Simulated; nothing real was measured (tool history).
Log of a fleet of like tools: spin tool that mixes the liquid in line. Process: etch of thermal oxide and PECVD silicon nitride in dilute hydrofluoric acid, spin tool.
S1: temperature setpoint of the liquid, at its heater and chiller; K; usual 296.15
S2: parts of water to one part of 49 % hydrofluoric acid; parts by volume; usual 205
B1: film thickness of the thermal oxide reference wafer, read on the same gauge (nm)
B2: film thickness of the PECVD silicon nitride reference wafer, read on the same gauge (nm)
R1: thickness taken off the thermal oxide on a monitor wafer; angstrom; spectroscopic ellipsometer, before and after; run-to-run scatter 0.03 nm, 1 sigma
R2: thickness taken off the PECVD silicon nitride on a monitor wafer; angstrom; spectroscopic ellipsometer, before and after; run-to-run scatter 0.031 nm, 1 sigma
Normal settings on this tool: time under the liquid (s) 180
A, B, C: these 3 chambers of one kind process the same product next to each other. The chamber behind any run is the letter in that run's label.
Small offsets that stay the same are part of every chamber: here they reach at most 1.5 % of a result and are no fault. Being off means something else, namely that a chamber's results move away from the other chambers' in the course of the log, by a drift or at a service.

Run 1A, hour 4.5: usual settings; B1 89.966; B2 89.982. Result: R1 34.688 angstrom, R2 13.8830 angstrom.
Run 2C, hour 8.2: usual settings; B1 90.003; B2 90.004. Result: R1 34.965 angstrom, R2 14.0040 angstrom.
Run 3B, hour 13.7: usual settings; B1 90.002; B2 89.995. Result: R1 34.872 angstrom, R2 13.5410 angstrom.
Run 4A, hour 16.8: usual settings; B1 89.966; B2 89.989. Result: R1 35.111 angstrom, R2 13.7960 angstrom.
Run 5C, hour 20.0: usual settings; B1 90.032; B2 89.968. Result: R1 35.253 angstrom, R2 14.6050 angstrom.
Run 6B, hour 23.5: usual settings; B1 90.009; B2 89.985. Result: R1 35.191 angstrom, R2 13.9980 angstrom.
Run 7A, hour 28.8: usual settings; B1 90.027; B2 90.015. Result: R1 34.721 angstrom, R2 14.1810 angstrom.
Run 8B, hour 33.8: usual settings; B1 90.029; B2 89.993. Result: R1 35.818 angstrom, R2 13.9000 angstrom.
Run 9C, hour 36.9: usual settings; B1 89.969; B2 90.033. Result: R1 34.243 angstrom, R2 13.8300 angstrom.
Run 10C, hour 40.8: usual settings; B1 90.008; B2 89.995. Result: R1 34.767 angstrom, R2 14.4910 angstrom.
Run 11B, hour 44.9: usual settings; B1 90.012; B2 90.003. Result: R1 35.088 angstrom, R2 13.5920 angstrom.
Run 12A, hour 48.2: usual settings; B1 90.035; B2 89.956. Result: R1 34.792 angstrom, R2 13.3370 angstrom.
Run 13C, hour 52.1: usual settings; B1 90.030; B2 90.015. Result: R1 34.035 angstrom, R2 14.3390 angstrom.
Run 14A, hour 57.3: usual settings; B1 89.983; B2 89.965. Result: R1 34.612 angstrom, R2 14.3160 angstrom.
Run 15B, hour 62.0: usual settings; B1 90.006; B2 89.969. Result: R1 35.136 angstrom, R2 13.6490 angstrom.
Run 16B, hour 65.3: usual settings; B1 89.954; B2 89.965. Result: R1 34.572 angstrom, R2 14.0200 angstrom.
Run 17C, hour 68.4: usual settings; B1 89.989; B2 90.030. Result: R1 34.482 angstrom, R2 14.0580 angstrom.
Run 18A, hour 73.1: usual settings; B1 89.985; B2 90.030. Result: R1 34.650 angstrom, R2 14.0900 angstrom.
Run 19A, hour 78.2: usual settings but S1 298.15 K, time under the liquid (s) 80; B1 89.971; B2 90.061. Result: R1 16.715 angstrom, R2 7.0832 angstrom.
Run 20C, hour 83.8: usual settings but S1 298.15 K, time under the liquid (s) 80; B1 89.981; B2 90.041. Result: R1 16.200 angstrom, R2 7.0000 angstrom.
Run 21B, hour 87.2: usual settings but S1 298.15 K, time under the liquid (s) 80; B1 90.021; B2 89.967. Result: R1 16.912 angstrom, R2 6.9126 angstrom.
Run 22B, hour 91.9: usual settings; B1 89.965; B2 90.022. Result: R1 35.376 angstrom, R2 14.1780 angstrom.
Run 23C, hour 96.4: usual settings but time under the liquid (s) 280; B1 89.997; B2 89.964. Result: R1 52.685 angstrom, R2 20.9240 angstrom.
Run 24A, hour 100.5: usual settings but time under the liquid (s) 280; B1 90.023; B2 89.963. Result: R1 53.316 angstrom, R2 21.1930 angstrom.
Run 25A, hour 103.1: usual settings but time under the liquid (s) 280; B1 90.002; B2 89.994. Result: R1 54.397 angstrom, R2 21.8880 angstrom.
Run 26C, hour 105.5: usual settings; B1 89.956; B2 89.997. Result: R1 33.051 angstrom, R2 13.6470 angstrom.
Run 27B, hour 109.2: usual settings; B1 90.027; B2 90.077. Result: R1 35.548 angstrom, R2 14.3720 angstrom.
Run 28C, hour 111.8: usual settings; B1 89.978; B2 90.000. Result: R1 33.156 angstrom, R2 13.6470 angstrom.
Run 29B, hour 116.6: usual settings; B1 90.003; B2 89.975. Result: R1 35.106 angstrom, R2 14.0180 angstrom.
Run 30A, hour 119.7: usual settings but S2 130 parts by volume, time under the liquid (s) 145; B1 89.995; B2 90.029. Result: R1 48.774 angstrom, R2 18.0450 angstrom.
Run 31B, hour 124.8: usual settings but S2 130 parts by volume, time under the liquid (s) 145; B1 89.963; B2 90.001. Result: R1 48.289 angstrom, R2 17.4390 angstrom.
Run 32A, hour 128.2: usual settings but S2 130 parts by volume, time under the liquid (s) 145; B1 89.973; B2 89.921. Result: R1 48.759 angstrom, R2 18.0970 angstrom.
Run 33C, hour 133.0: usual settings but S1 292.15 K; B1 90.007; B2 89.993. Result: R1 28.016 angstrom, R2 10.4750 angstrom.
Run 34B, hour 135.6: usual settings but S1 292.15 K; B1 90.045; B2 89.999. Result: R1 30.283 angstrom, R2 10.6260 angstrom.
Run 35C, hour 141.1: usual settings but S1 292.15 K; B1 89.933; B2 90.003. Result: R1 27.457 angstrom, R2 10.2900 angstrom.
Run 36A, hour 144.2: usual settings; B1 90.029; B2 89.945. Result: R1 35.035 angstrom, R2 13.1710 angstrom.
Run 37A, hour 148.2: usual settings; B1 90.023; B2 89.997. Result: R1 34.724 angstrom, R2 14.0590 angstrom.
Run 38C, hour 153.8: usual settings; B1 89.999; B2 89.999. Result: R1 31.909 angstrom, R2 13.3330 angstrom.
Run 39B, hour 157.0: usual settings but S1 300.65 K; B1 89.987; B2 90.027. Result: R1 41.500 angstrom, R2 18.2580 angstrom.
Run 40A, hour 160.3: usual settings but S1 300.65 K; B1 90.011; B2 90.019. Result: R1 41.016 angstrom, R2 18.5100 angstrom.

Predict what each chamber gives when all 3 of them run the settings below next.
Run 41A, hour 164.3: usual settings. Result: R1 ?, R2 ?.
Run 41B, hour 164.3: usual settings. Result: R1 ?, R2 ?.
Run 41C, hour 164.3: usual settings. Result: R1 ?, R2 ?.

run      R1       R2
41A  34.805  14.0790
41B  35.267  14.1150
41C  31.727  13.0900
